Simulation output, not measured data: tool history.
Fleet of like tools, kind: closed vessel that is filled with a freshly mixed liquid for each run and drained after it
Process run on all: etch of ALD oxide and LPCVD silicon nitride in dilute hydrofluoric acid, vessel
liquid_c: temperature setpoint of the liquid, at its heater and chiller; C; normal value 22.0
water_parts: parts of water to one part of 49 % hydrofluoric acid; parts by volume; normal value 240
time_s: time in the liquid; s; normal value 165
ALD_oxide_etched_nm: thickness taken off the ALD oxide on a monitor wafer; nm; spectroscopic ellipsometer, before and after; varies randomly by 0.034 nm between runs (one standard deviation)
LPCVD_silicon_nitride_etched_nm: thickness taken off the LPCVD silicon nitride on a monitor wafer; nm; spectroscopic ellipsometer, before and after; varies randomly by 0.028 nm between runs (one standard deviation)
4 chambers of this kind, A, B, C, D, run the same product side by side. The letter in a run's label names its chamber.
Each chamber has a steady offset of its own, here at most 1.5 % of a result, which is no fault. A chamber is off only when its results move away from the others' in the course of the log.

run   hour  liquid_c  water_parts  time_s  read-back film thickness of the ALD oxide reference wafer, read on the same gauge (nm)  read-back film thickness of the LPCVD silicon nitride reference wafer, read on the same gauge (nm)  ALD_oxide_etched_nm  LPCVD_silicon_nitride_etched_nm
 1C   10.5      22.0          240     165                                                                                  30.007                                                                                              119.99               5.3060                          0.29397
 2D   26.5      22.0          240     165                                                                                  30.006                                                                                              120.00               5.3535                          0.25100
 3B   41.4      22.0          240     165                                                                                  30.016                                                                                              120.03               5.3266                          0.27643
 4A   56.9      22.0          240     165                                                                                  29.990                                                                                              120.01               5.3515                          0.33395
 5B   72.0      22.0          240     165                                                                                  30.000                                                                                              120.01               5.3187                          0.33067
 6D   79.9      22.0          240     165                                                                                  30.010                                                                                              120.03               5.3912                          0.30965
 7C   92.4      22.0          240     245                                                                                  29.994                                                                                              120.00               7.9248                          0.49065
     102.5  -- chamber A: hydrofluoric acid flow meter replaced
 8A  108.6      22.0          240     245                                                                                  30.020                                                                                              120.02               8.0476                          0.49278
 9C  121.7      22.0          240     245                                                                                  30.003                                                                                              120.00               7.8945                          0.50163
10D  131.0      22.0          240     245                                                                                  29.999                                                                                              119.99               7.9999                          0.51632
11A  144.8      22.0          240     165                                                                                  30.014                                                                                              120.01               5.4242                          0.38258
12B  155.2      22.0          240     165                                                                                  29.988                                                                                              120.01               5.2854                          0.28361
13A  169.4      26.0          240     165                                                                                  29.994                                                                                              120.01               6.2511                          0.41767
14C  181.6      26.0          240     165                                                                                  29.961                                                                                              120.01               6.1661                          0.38678
15B  192.1      26.0          240     165                                                                                  30.002                                                                                              120.01               6.2032                          0.43482
16D  206.8      26.0          240     165                                                                                  29.993                                                                                              120.03               6.3125                          0.42129
17C  214.8      22.0          240     165                                                                                  29.995                                                                                              120.00               5.3057                          0.32166
18A  223.2      22.0          240     165                                                                                  30.001                                                                                              120.00               5.4291                          0.31415
19B  234.5      24.0          240     250                                                                                  30.032                                                                                              120.01               8.7521                          0.57475
20D  241.5      24.0          240     250                                                                                  30.005                                                                                              119.98               8.7213                          0.53797
21A  253.7      24.0          240     250                                                                                  29.994                                                                                              120.01               8.8184                          0.54821
22D  265.1      24.0          240     250                                                                                  29.979                                                                                              120.01               8.8651                          0.52037
23B  279.5      22.0          240     165                                                                                  29.985                                                                                              120.00               5.2901                          0.31976
24C  294.9      22.0          240     165                                                                                  30.003                                                                                              119.98               5.3437                          0.34059
25C  308.2      22.0          240     165                                                                                  29.998                                                                                              119.99               5.2862                          0.36406

Is one chamber out of step, is the gauge drifting, or do the chambers differ by no more than their own small offsets? For an off chamber, give its letter and the likeliest cause.

No chamber is off and the gauge is stable; the differences are just each chamber's small, constant offset.
